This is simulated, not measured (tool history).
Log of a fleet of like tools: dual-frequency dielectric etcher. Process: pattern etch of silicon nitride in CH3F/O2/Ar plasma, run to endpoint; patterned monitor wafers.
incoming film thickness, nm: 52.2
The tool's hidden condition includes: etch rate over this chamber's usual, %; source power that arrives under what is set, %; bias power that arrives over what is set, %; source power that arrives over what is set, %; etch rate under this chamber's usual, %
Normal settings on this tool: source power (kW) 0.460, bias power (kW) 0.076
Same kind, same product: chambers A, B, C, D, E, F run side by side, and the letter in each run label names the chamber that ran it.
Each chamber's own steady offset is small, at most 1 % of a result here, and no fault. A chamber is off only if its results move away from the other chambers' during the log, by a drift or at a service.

run    day  source power (kW)  bias power (kW)  hours since the last wet clean  hours since the last source power generator calibration  hours since the last bias power generator calibration  endpoint time (s)
 1E  0.275              0.460            0.076                           210.2                                                   2704.0                                                 1090.5             70.108
     0.438  -- chamber B: wet clean of the chamber
     0.467  -- chamber A: wet clean of the chamber
 2F  0.483              0.460            0.076                           289.6                                                   2658.5                                                 3771.8             70.427
 3C  0.796              0.460            0.076                            21.9                                                   1476.2                                                 1957.8             69.737
     0.871  -- chamber D: source power generator calibrated
 4B  1.108              0.460            0.076                            16.1                                                   1226.2                                                 3277.3             70.261
 5A  1.354              0.460            0.076                            21.3                                                    299.5                                                 1850.2             70.706
 6D  1.592              0.460            0.076                           219.1                                                     17.3                                                 1871.0             69.909
 7A  1.862              0.460            0.076                            33.5                                                    311.7                                                 1862.4             70.613
 8D  2.079              0.460            0.076                           230.8                                                     29.0                                                 1882.7             70.110
 9C  2.225              0.460            0.076                            56.2                                                   1510.5                                                 1992.1             69.633
10E  2.500              0.460            0.076                           263.6                                                   2757.4                                                 1143.9             70.328
11F  2.671              0.460            0.076                           342.1                                                   2711.0                                                 3824.3             70.667
     2.767  -- chamber C: source power generator calibrated
12B  2.833              0.420            0.083                            57.5                                                   1267.6                                                 3318.7             70.425
13C  3.100              0.420            0.083                            77.2                                                      8.1                                                 2013.1             70.495
14E  3.388              0.420            0.083                           284.9                                                   2778.7                                                 1165.2             70.830
15A  3.571              0.420            0.083                            74.5                                                    352.7                                                 1903.4             71.113
16D  3.808              0.420            0.083                           272.3                                                     70.5                                                 1924.2             70.798
17F  3.988              0.420            0.083                           373.7                                                   2742.6                                                 3855.9             70.408
18B  4.146              0.460            0.076                            89.0                                                   1299.1                                                 3350.2             69.608
19D  4.462              0.380            0.060                           288.0                                                     86.2                                                 1939.9             81.562
20C  4.600              0.380            0.060                           113.2                                                     44.1                                                 2049.1             80.582
21E  4.879              0.380            0.060                           320.7                                                   2814.5                                                 1201.0             82.598
22A  5.138              0.380            0.060                           112.1                                                    390.3                                                 1941.0             82.348
23B  5.388              0.380            0.060                           118.8                                                   1328.9                                                 3380.0             81.931
24F  5.654              0.380            0.060                           413.7                                                   2782.6                                                 3895.9             81.893
25E  5.846              0.460            0.093                           343.9                                                   2837.7                                                 1224.2             66.230
26A  6.054              0.460            0.093                           134.1                                                    412.3                                                 1963.0             65.773
27C  6.362              0.460            0.093                           155.5                                                     86.4                                                 2091.4             65.631
28D  6.542              0.460            0.093                           337.9                                                    136.1                                                 1989.8             65.533
29F  6.742              0.460            0.093                           439.8                                                   2808.7                                                 3922.0             65.168
30B  6.892              0.460            0.093                           154.9                                                   1365.0                                                 3416.1             65.314
31A  7.175              0.460            0.076                           161.0                                                    439.2                                                 1989.9             70.667
     7.246  -- chamber D: wet clean of the chamber
32D  7.496              0.460            0.076                             6.1                                                    159.0                                                 2012.7             70.589
33B  7.704              0.460            0.076                           174.4                                                   1384.5                                                 3435.6             70.222
34E  7.971              0.460            0.076                           394.9                                                   2888.7                                                 1275.2             72.009
     8.179  -- chamber F: bias power generator calibrated
35C  8.221              0.460            0.076                           200.1                                                    131.0                                                 2136.0             69.620
36F  8.450              0.460            0.076                           480.8                                                   2849.7                                                    6.5             70.294
37E  8.646              0.530            0.093                           411.1                                                   2904.9                                                 1291.4             63.734
38C  8.788              0.530            0.093                           213.7                                                    144.6                                                 2149.6             61.838
39A  9.075              0.530            0.093                           206.6                                                    484.8                                                 2035.5             62.672
40D  9.342              0.530            0.093                            50.4                                                    203.3                                                 2057.0             62.059
41F  9.525              0.530            0.093                           506.6                                                   2875.5                                                   32.3             61.942
42B  9.683              0.530            0.093                           221.9                                                   1432.0                                                 3483.1             61.946
43E  9.858              0.460            0.076                           440.2                                                   2934.0                                                 1320.5             72.609

One chamber off, gauge drift, or nothing amiss beyond the chambers' own small offsets? If it is a chamber, which one, and what is the likeliest cause?

It is chamber E that slowly wanders off from its peers.
Likeliest cause: etch rate under this chamber's usual, % = 3.84.

Which of the 4 candidates below, each the usual settings with something changed and its results left as question marks, puts chamber E back in line with what the other chambers give on the usual settings?
A result is in line if it is within this distance of the other chambers' mean on the usual settings: endpoint time (s) 0.810
44E-1  10.088              0.410            0.076                                                                                                                                                                  ?
44E-2  10.088              0.470            0.078                                                                                                                                                                  ?
44E-3  10.088              0.460            0.072                                                                                                                                                                  ?
44E-4  10.088              0.510            0.076                                                                                                                                                                  ?

Usual-settings mean across the other chambers: endpoint time (s) 70.244
  run  endpoint time (s)
44E-1             76.395
44E-2             71.942
44E-3             74.570
44E-4             70.408
44E-4 is the one that brings the chamber's results back in line with the other chambers.
